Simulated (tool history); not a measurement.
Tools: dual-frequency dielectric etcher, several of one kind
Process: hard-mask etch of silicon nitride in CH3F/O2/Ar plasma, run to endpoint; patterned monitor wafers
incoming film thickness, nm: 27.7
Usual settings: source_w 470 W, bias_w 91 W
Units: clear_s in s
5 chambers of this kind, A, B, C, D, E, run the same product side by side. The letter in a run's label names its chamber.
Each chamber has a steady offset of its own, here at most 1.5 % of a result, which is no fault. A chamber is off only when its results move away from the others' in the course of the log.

run   hour  source_w  bias_w  hours since the last wet clean  hours since the last source power generator calibration  hours since the last bias power generator calibration  clear_s
 1D    5.5       470      91                           426.0                                                     52.2                                                 1378.7   34.852
 2A   10.4       470      91                           143.6                                                   2124.6                                                 3013.7   34.426
 3B   16.1       470      91                           356.5                                                   3633.4                                                  467.1   34.457
 4E   22.4       470      91                           416.2                                                   1677.6                                                 2682.1   34.830
 5C   31.6       470      91                           441.5                                                    969.5                                                   39.3   34.748
 6A   36.7       470      91                           169.9                                                   2150.9                                                 3040.0   34.774
 7E   45.4       470      91                           439.2                                                   1700.6                                                 2705.1   35.121
 8C   54.0       470      91                           463.9                                                    991.9                                                   61.7   35.029
      58.1  -- chamber D: wet clean of the chamber
 9D   59.5       470      91                             1.5                                                    106.2                                                 1432.7   34.714
      62.5  -- chamber C: wet clean of the chamber
10B   64.1       470      91                           404.5                                                   3681.4                                                  515.1   34.179
      73.2  -- chamber E: wet clean of the chamber
11A   73.3       470      91                           206.5                                                   2187.5                                                 3076.6   35.001
12C   81.4       470      91                            19.0                                                   1019.3                                                   89.1   35.186
13E   87.9       470      91                            14.8                                                   1743.1                                                 2747.6   34.414
14D   93.6       470      91                            35.6                                                    140.3                                                 1466.8   35.018
15B   98.7       470      91                           439.1                                                   3716.0                                                  549.7   34.434
16D  106.7       470      73                            48.7                                                    153.4                                                 1479.9   37.248
17A  113.8       470      73                           247.0                                                   2228.0                                                 3117.1   38.092
     116.9  -- chamber B: wet clean of the chamber
18B  121.7       470      73                             4.8                                                   3739.0                                                  572.7   37.125
19C  129.0       470      73                            66.6                                                   1066.9                                                  136.7   37.298
20E  134.3       470      73                            61.2                                                   1789.5                                                 2794.0   37.016
21B  143.6       470      91                            26.7                                                   3760.9                                                  594.6   34.109
22E  149.1       470      91                            76.0                                                   1804.3                                                 2808.8   34.534
23C  155.1       530      79                            92.7                                                   1093.0                                                  162.8   34.735
24D  160.0       530      79                           102.0                                                    206.7                                                 1533.2   34.831
25A  166.6       530      79                           299.8                                                   2280.8                                                 3169.9   36.123
26E  175.3       530      79                           102.2                                                   1830.5                                                 2835.0   34.766
27C  181.8       530      79                           119.4                                                   1119.7                                                  189.5   34.681
28B  187.0       470      91                            70.1                                                   3804.3                                                  638.0   34.226
29A  194.9       470      91                           328.1                                                   2309.1                                                 3198.2   36.291
30D  202.5       470      91                           144.5                                                    249.2                                                 1575.7   34.927
31B  211.7       470      91                            94.8                                                   3829.0                                                  662.7   34.334
32A  217.2       470      91                           350.4                                                   2331.4                                                 3220.5   36.641

What goes on in this fleet: one chamber off, a drifting gauge, or nothing beyond the chambers' own small offsets? Name the chamber and the cause, if any.

Chamber A drifts away from the others.
Cause: etch rate under this chamber's usual, % = 4.99.

Here are 4 candidates for chamber A's next run, each the usual settings with a change, their results left as question marks. Which one brings its results back in line with what the others give on the usual settings?
In line means no further than this from the other chambers' mean on the usual settings: clear_s 0.610 s
33A-1  224.0       410      91                                                                                                                                                        ?
33A-2  224.0       530     101                                                                                                                                                        ?
33A-3  224.0       540      91                                                                                                                                                        ?
33A-4  224.0       420      82                                                                                                                                                        ?

The other chambers' mean on the usual settings: clear_s 34.645 s
  run  clear_s
33A-1   38.373
33A-2   33.564
33A-3   34.605
33A-4   39.479
33A-3 brings the chamber back in line.
